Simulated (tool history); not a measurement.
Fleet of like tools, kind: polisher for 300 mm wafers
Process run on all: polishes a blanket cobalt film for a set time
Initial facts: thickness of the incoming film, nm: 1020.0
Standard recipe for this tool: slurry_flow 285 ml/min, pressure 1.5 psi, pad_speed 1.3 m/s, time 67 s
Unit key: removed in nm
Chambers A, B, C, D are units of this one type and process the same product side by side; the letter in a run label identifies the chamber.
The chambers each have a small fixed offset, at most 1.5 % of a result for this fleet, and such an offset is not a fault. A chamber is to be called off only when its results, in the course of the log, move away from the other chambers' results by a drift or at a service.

run   hour  slurry_flow  pressure  pad_speed  time  removed
 1C    3.3          285       1.5        1.3    67   274.71
 2A    6.8          285       1.5        1.3    67   278.35
 3D    9.3          285       1.5        1.3    67   274.53
 4B   12.6          285       1.5        1.3    67   281.96
 5D   16.0          285       1.5        1.3    67   273.87
 6B   20.3          285       1.5        1.3    67   282.47
      21.4  -- chamber B: worn pad replaced by a new one
 7A   25.3          285       1.5        1.3    67   275.04
 8C   27.7          335       1.5        1.3    67   283.80
      28.3  -- chamber A: worn pad replaced by a new one
      30.0  -- chamber C: worn pad replaced by a new one
 9C   30.4          335       1.5        1.3    67   280.08
10B   33.1          335       1.5        1.3    67   283.13
11D   36.0          335       1.5        1.3    67   277.46
12A   38.4          285       1.5        1.3    67   275.23
13B   42.5          285       1.5        1.3    67   278.00
14D   45.3          285       1.5        1.3    67   267.30
15C   49.0          285       1.5        1.3    67   276.11
16A   51.7          285       1.5        1.3    67   278.41
17C   55.0          285       1.5        1.3    67   278.73
18A   57.6          285       1.5        1.3    87   359.43
19B   59.9          285       1.5        1.3    87   364.29
20D   62.3          285       1.5        1.3    87   347.57
21B   66.9          285       1.5        1.3    87   368.64
22D   69.2          285       1.5        1.3    67   268.48
23A   71.6          285       1.5        1.6    67   338.66
      75.1  -- chamber A: worn pad replaced by a new one
24C   75.7          285       1.5        1.6    67   341.02
25A   78.8          285       1.5        1.6    67   337.83
      80.1  -- chamber C: worn pad replaced by a new one
26C   82.9          285       1.5        1.6    67   336.45
      84.4  -- chamber B: slurry nozzle cleaned
27D   86.7          285       1.5        1.3    67   267.36
      88.2  -- chamber B: worn pad replaced by a new one
28B   89.0          285       1.5        1.3    67   281.31
29A   91.3          285       1.5        1.3    67   274.94
30D   95.9          285       1.5        1.3    67   267.18
31B   98.3          285       1.5        1.3    67   282.81
32C  102.6          285       1.5        1.3    67   277.93
33D  105.6          285       1.5        1.3    67   265.14
34B  109.6          215       1.5        1.3    67   271.83
     111.0  -- chamber B: head pressure recalibrated
35C  112.3          215       1.5        1.3    67   268.34
36A  115.9          215       1.5        1.3    67   265.62
     117.7  -- chamber A: worn pad replaced by a new one
37D  119.9          215       1.5        1.3    67   258.12
38B  123.0          285       1.5        1.3    67   279.97
39C  127.7          285       1.5        1.3    67   275.07
40A  131.5          285       1.5        1.3    67   274.74
41B  134.8          285       1.5        1.3    67   277.99
42D  138.0          285       1.5        1.3    67   260.71
43A  140.2          285       1.5        1.3    67   274.11

Decide between three cases: one chamber stands off from its peers, the gauge reading all wafers drifts, or nothing is wrong past each chamber's small offset. Where a chamber is off, say which and what most likely put it there.

Chamber D drifts away from the others.
What lies behind it: removal rate lost through wear of the pad, % = 4.82.
It could be hard to tell apart here from: slurry flow missing at the pad, %; head's pressure below its setpoint, %.

Here are 4 candidates for chamber D's next run, each the usual settings with a change, their results left as question marks. Which one brings its results back in line with what the others give on the usual settings?
To be in line, a result may differ from the other chambers' mean on the usual settings by at most: removed 7.50 nm
44D-1  143.8          285       1.5       1.22    64        ?
44D-2  143.8          285       1.5       1.38    70        ?
44D-3  143.8          285       1.5       1.22    67        ?
44D-4  143.8          285       1.5       1.38    67        ?

The mean the other chambers reach with the usual settings: removed 277.07 nm
  run  removed
44D-1   235.45
44D-2   291.25
44D-3   246.48
44D-4   278.77
44D-4 is the one that brings the chamber's results back in line with the other chambers.
